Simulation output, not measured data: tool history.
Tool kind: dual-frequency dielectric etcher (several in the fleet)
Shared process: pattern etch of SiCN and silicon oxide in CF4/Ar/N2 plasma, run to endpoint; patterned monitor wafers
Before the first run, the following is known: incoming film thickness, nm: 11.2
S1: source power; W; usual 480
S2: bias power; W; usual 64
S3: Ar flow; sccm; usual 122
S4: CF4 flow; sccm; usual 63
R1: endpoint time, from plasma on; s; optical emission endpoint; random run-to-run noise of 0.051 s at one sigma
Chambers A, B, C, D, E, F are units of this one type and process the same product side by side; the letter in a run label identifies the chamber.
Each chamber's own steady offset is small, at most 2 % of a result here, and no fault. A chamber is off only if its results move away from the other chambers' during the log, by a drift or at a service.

| run | hour | S1 | S2 | S3 | S4 | R1 |
|---|---|---|---|---|---|---|
| 1A | 4.2 | 480 | 64 | 122 | 63 | 13.426 |
| 2D | 10.7 | 480 | 64 | 122 | 63 | 13.432 |
| 3B | 14.9 | 480 | 64 | 122 | 63 | 13.448 |
| 4E | 22.2 | 480 | 64 | 122 | 63 | 13.474 |
| 5F | 29.8 | 480 | 64 | 122 | 63 | 13.465 |
| 6C | 36.8 | 480 | 64 | 122 | 63 | 13.697 |
| 7E | 46.0 | 480 | 64 | 122 | 63 | 13.549 |
| 8F | 51.5 | 480 | 64 | 122 | 63 | 13.412 |
| 9D | 59.7 | 480 | 64 | 122 | 63 | 13.280 |
| 10B | 65.6 | 480 | 64 | 122 | 63 | 13.374 |
| 11C | 70.1 | 480 | 64 | 122 | 63 | 13.721 |
| 12A | 75.1 | 480 | 64 | 122 | 63 | 13.508 |
|  | 80.1 | chamber F: wet clean of the chamber |
| 13B | 81.1 | 480 | 69 | 122 | 63 | 13.074 |
| 14E | 90.1 | 480 | 69 | 122 | 63 | 13.125 |
| 15D | 95.0 | 480 | 69 | 122 | 63 | 13.102 |
| 16F | 103.2 | 480 | 69 | 122 | 63 | 12.987 |
| 17A | 111.9 | 480 | 69 | 122 | 63 | 13.138 |
| 18C | 119.7 | 480 | 69 | 122 | 63 | 13.365 |
| 19F | 128.0 | 480 | 64 | 122 | 63 | 13.388 |
| 20C | 136.2 | 480 | 64 | 122 | 63 | 13.697 |
| 21B | 142.1 | 480 | 64 | 122 | 63 | 13.344 |
| 22A | 147.8 | 480 | 64 | 122 | 63 | 13.458 |
|  | 148.8 | chamber A: source power generator calibrated |
|  | 153.0 | chamber B: wet clean of the chamber |
| 23D | 154.2 | 480 | 64 | 122 | 63 | 13.391 |
| 24E | 158.6 | 480 | 64 | 122 | 63 | 13.542 |
| 25A | 163.6 | 480 | 64 | 122 | 63 | 13.901 |
| 26D | 170.0 | 480 | 64 | 122 | 63 | 13.408 |
| 27F | 175.2 | 480 | 74 | 136 | 63 | 12.963 |
| 28E | 181.1 | 480 | 74 | 136 | 63 | 13.050 |
| 29B | 190.3 | 480 | 74 | 136 | 63 | 12.924 |
| 30C | 199.3 | 480 | 74 | 136 | 63 | 13.212 |
| 31D | 204.5 | 480 | 74 | 136 | 63 | 12.902 |
| 32C | 209.5 | 480 | 74 | 136 | 63 | 13.193 |
| 33B | 215.9 | 480 | 64 | 122 | 63 | 13.384 |
|  | 220.3 | chamber E: wet clean of the chamber |
| 34E | 224.8 | 600 | 64 | 122 | 63 | 11.051 |
| 35F | 230.4 | 600 | 64 | 122 | 63 | 11.062 |
| 36A | 237.3 | 600 | 64 | 122 | 63 | 11.468 |
| 37F | 245.9 | 600 | 64 | 122 | 63 | 11.093 |

All 6 chambers run these settings next. Forecast each chamber's results:
| 38A | 252.6 | 480 | 55 | 122 | 63 | ? |
| 38B | 252.6 | 480 | 55 | 122 | 63 | ? |
| 38C | 252.6 | 480 | 55 | 122 | 63 | ? |
| 38D | 252.6 | 480 | 55 | 122 | 63 | ? |
| 38E | 252.6 | 480 | 55 | 122 | 63 | ? |
| 38F | 252.6 | 480 | 55 | 122 | 63 | ? |

| run | R1 |
|---|---|
| 38A | 14.642 |
| 38B | 14.102 |
| 38C | 14.284 |
| 38D | 13.997 |
| 38E | 14.187 |
| 38F | 14.133 |
